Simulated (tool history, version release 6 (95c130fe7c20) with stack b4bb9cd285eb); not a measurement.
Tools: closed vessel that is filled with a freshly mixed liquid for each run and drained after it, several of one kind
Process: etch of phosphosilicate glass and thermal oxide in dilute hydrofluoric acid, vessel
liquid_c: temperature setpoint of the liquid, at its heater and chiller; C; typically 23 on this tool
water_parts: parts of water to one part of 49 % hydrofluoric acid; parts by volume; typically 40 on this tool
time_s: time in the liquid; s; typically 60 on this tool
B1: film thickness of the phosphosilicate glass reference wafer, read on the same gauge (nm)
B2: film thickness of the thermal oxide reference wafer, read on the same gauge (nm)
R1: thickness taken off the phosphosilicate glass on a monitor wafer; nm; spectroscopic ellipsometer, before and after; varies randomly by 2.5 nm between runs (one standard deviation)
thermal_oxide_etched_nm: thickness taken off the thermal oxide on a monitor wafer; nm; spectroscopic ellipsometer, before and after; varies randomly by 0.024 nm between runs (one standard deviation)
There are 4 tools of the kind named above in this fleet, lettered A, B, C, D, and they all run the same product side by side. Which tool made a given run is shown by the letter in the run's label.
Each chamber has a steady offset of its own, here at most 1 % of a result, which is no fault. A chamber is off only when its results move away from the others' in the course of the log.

run 1B hour=3.1 | liquid_c=23 water_parts=40 time_s=60 | B1=139.96 B2=130.02 | R1=312.51 thermal_oxide_etched_nm=7.4665
run 2A hour=7.5 | liquid_c=23 water_parts=40 time_s=60 | B1=139.99 B2=129.98 | R1=306.63 thermal_oxide_etched_nm=7.575
run 3D hour=10.8 | liquid_c=23 water_parts=40 time_s=60 | B1=139.98 B2=130 | R1=309.2 thermal_oxide_etched_nm=7.5291
run 4C hour=14.9 | liquid_c=23 water_parts=40 time_s=60 | B1=140.02 B2=129.98 | R1=311.4 thermal_oxide_etched_nm=7.5173
run 5D hour=20.3 | liquid_c=23 water_parts=40 time_s=60 | B1=140.02 B2=130 | R1=311.12 thermal_oxide_etched_nm=7.5457
run 6B hour=23.8 | liquid_c=23 water_parts=40 time_s=60 | B1=140.01 B2=130 | R1=309.08 thermal_oxide_etched_nm=7.5409
run 7A hour=27.6 | liquid_c=23 water_parts=40 time_s=60 | B1=140 B2=130 | R1=310.24 thermal_oxide_etched_nm=7.5754
run 8C hour=31.5 | liquid_c=23 water_parts=40 time_s=60 | B1=140.02 B2=130.01 | R1=306.43 thermal_oxide_etched_nm=7.521
run 9B hour=36 | liquid_c=26 water_parts=35 time_s=60 | B1=140.03 B2=129.99 | R1=404.43 thermal_oxide_etched_nm=9.8256
run 10A hour=40.1 | liquid_c=26 water_parts=35 time_s=60 | B1=140.01 B2=130.01 | R1=407.47 thermal_oxide_etched_nm=9.9393
run 11C hour=45.6 | liquid_c=26 water_parts=35 time_s=60 | B1=139.96 B2=130.01 | R1=402.88 thermal_oxide_etched_nm=9.7367
run 12D hour=50.9 | liquid_c=26 water_parts=35 time_s=60 | B1=140.03 B2=130.01 | R1=402.91 thermal_oxide_etched_nm=9.8195
run 13A hour=53.4 | liquid_c=23 water_parts=40 time_s=60 | B1=140.02 B2=129.99 | R1=311.92 thermal_oxide_etched_nm=7.542
run 14D hour=57 | liquid_c=23 water_parts=60 time_s=30 | B1=140.01 B2=129.99 | R1=101.31 thermal_oxide_etched_nm=2.4546
run 15B hour=62 | liquid_c=23 water_parts=60 time_s=30 | B1=139.99 B2=130.01 | R1=100.72 thermal_oxide_etched_nm=2.4374
run 16C hour=67.2 | liquid_c=23 water_parts=60 time_s=30 | B1=140.01 B2=129.99 | R1=99.752 thermal_oxide_etched_nm=2.4409
run 17C hour=70 | liquid_c=23 water_parts=60 time_s=30 | B1=140 B2=130 | R1=101.3 thermal_oxide_etched_nm=2.434
run 18B hour=75.3 | liquid_c=23 water_parts=40 time_s=75 | B1=140.01 B2=130.02 | R1=390.54 thermal_oxide_etched_nm=9.3862
run 19A hour=79.5 | liquid_c=23 water_parts=40 time_s=75 | B1=139.99 B2=130 | R1=393.66 thermal_oxide_etched_nm=9.4556
run 20D hour=82.5 | liquid_c=23 water_parts=40 time_s=75 | B1=140.01 B2=130 | R1=385.15 thermal_oxide_etched_nm=9.4548
run 21B hour=85.1 | liquid_c=23 water_parts=40 time_s=75 | B1=140.04 B2=129.98 | R1=393.64 thermal_oxide_etched_nm=9.3906
run 22A hour=90.7 | liquid_c=23 water_parts=40 time_s=60 | B1=140.05 B2=130 | R1=310.51 thermal_oxide_etched_nm=7.5392
run 23C hour=96 | liquid_c=23 water_parts=55 time_s=35 | B1=139.98 B2=130 | R1=128.12 thermal_oxide_etched_nm=3.122
run 24D hour=101.1 | liquid_c=23 water_parts=55 time_s=35 | B1=139.97 B2=130 | R1=129.6 thermal_oxide_etched_nm=3.1394
run 25D hour=105.5 | liquid_c=23 water_parts=55 time_s=35 | B1=139.98 B2=130 | R1=129.79 thermal_oxide_etched_nm=3.1444
run 26C hour=109.9 | liquid_c=23 water_parts=55 time_s=35 | B1=139.99 B2=129.99 | R1=128.76 thermal_oxide_etched_nm=3.1343
run 27A hour=114.9 | liquid_c=23 water_parts=40 time_s=60 | B1=140.02 B2=130 | R1=314.65 thermal_oxide_etched_nm=7.5391
run 28B hour=120 | liquid_c=23 water_parts=25 time_s=60 | B1=139.98 B2=129.99 | R1=505.6 thermal_oxide_etched_nm=12.417
run 29C hour=123.6 | liquid_c=23 water_parts=25 time_s=60 | B1=139.99 B2=130.01 | R1=499.69 thermal_oxide_etched_nm=12.245
run 30D hour=127.4 | liquid_c=23 water_parts=25 time_s=60 | B1=140.03 B2=130.01 | R1=502.06 thermal_oxide_etched_nm=12.3
run 31B hour=129.8 | liquid_c=23 water_parts=25 time_s=60 | B1=140.03 B2=129.98 | R1=510.45 thermal_oxide_etched_nm=12.429
run 32A hour=134.3 | liquid_c=23 water_parts=40 time_s=60 | B1=139.99 B2=129.99 | R1=308.85 thermal_oxide_etched_nm=7.5882
run 33C hour=137.8 | liquid_c=23 water_parts=40 time_s=60 | B1=140 B2=129.99 | R1=311.52 thermal_oxide_etched_nm=7.537
run 34A hour=142.8 | liquid_c=23 water_parts=40 time_s=60 | B1=140.03 B2=130 | R1=319.15 thermal_oxide_etched_nm=7.5572
run 35D hour=146.7 | liquid_c=26 water_parts=40 time_s=60 | B1=140 B2=129.99 | R1=351.62 thermal_oxide_etched_nm=8.545
run 36B hour=149.9 | liquid_c=26 water_parts=40 time_s=60 | B1=140.01 B2=130 | R1=347.47 thermal_oxide_etched_nm=8.4919
run 37B hour=154.4 | liquid_c=26 water_parts=40 time_s=60 | B1=140 B2=130 | R1=350.6 thermal_oxide_etched_nm=8.5077
run 38D hour=157.6 | liquid_c=26 water_parts=40 time_s=60 | B1=140.02 B2=129.99 | R1=353.44 thermal_oxide_etched_nm=8.5148
run 39C hour=161.1 | liquid_c=23 water_parts=40 time_s=60 | B1=139.96 B2=129.99 | R1=307.43 thermal_oxide_etched_nm=7.4437
run 40A hour=165.5 | liquid_c=27 water_parts=40 time_s=90 | B1=139.97 B2=129.99 | R1=558.47 thermal_oxide_etched_nm=13.34
run 41A hour=170.9 | liquid_c=27 water_parts=40 time_s=90 | B1=140.01 B2=129.98 | R1=554.32 thermal_oxide_etched_nm=13.412
run 42B hour=173.8 | liquid_c=27 water_parts=40 time_s=90 | B1=140.03 B2=129.99 | R1=548.08 thermal_oxide_etched_nm=13.31

Which is it: a chamber that has drifted or been left off by a service, a gauge drift common to all chambers, or only each chamber's usual small offset? If a chamber is off, name it and its likeliest cause.

Beyond each chamber's small constant offset nothing stands out, and the gauge stays steady.
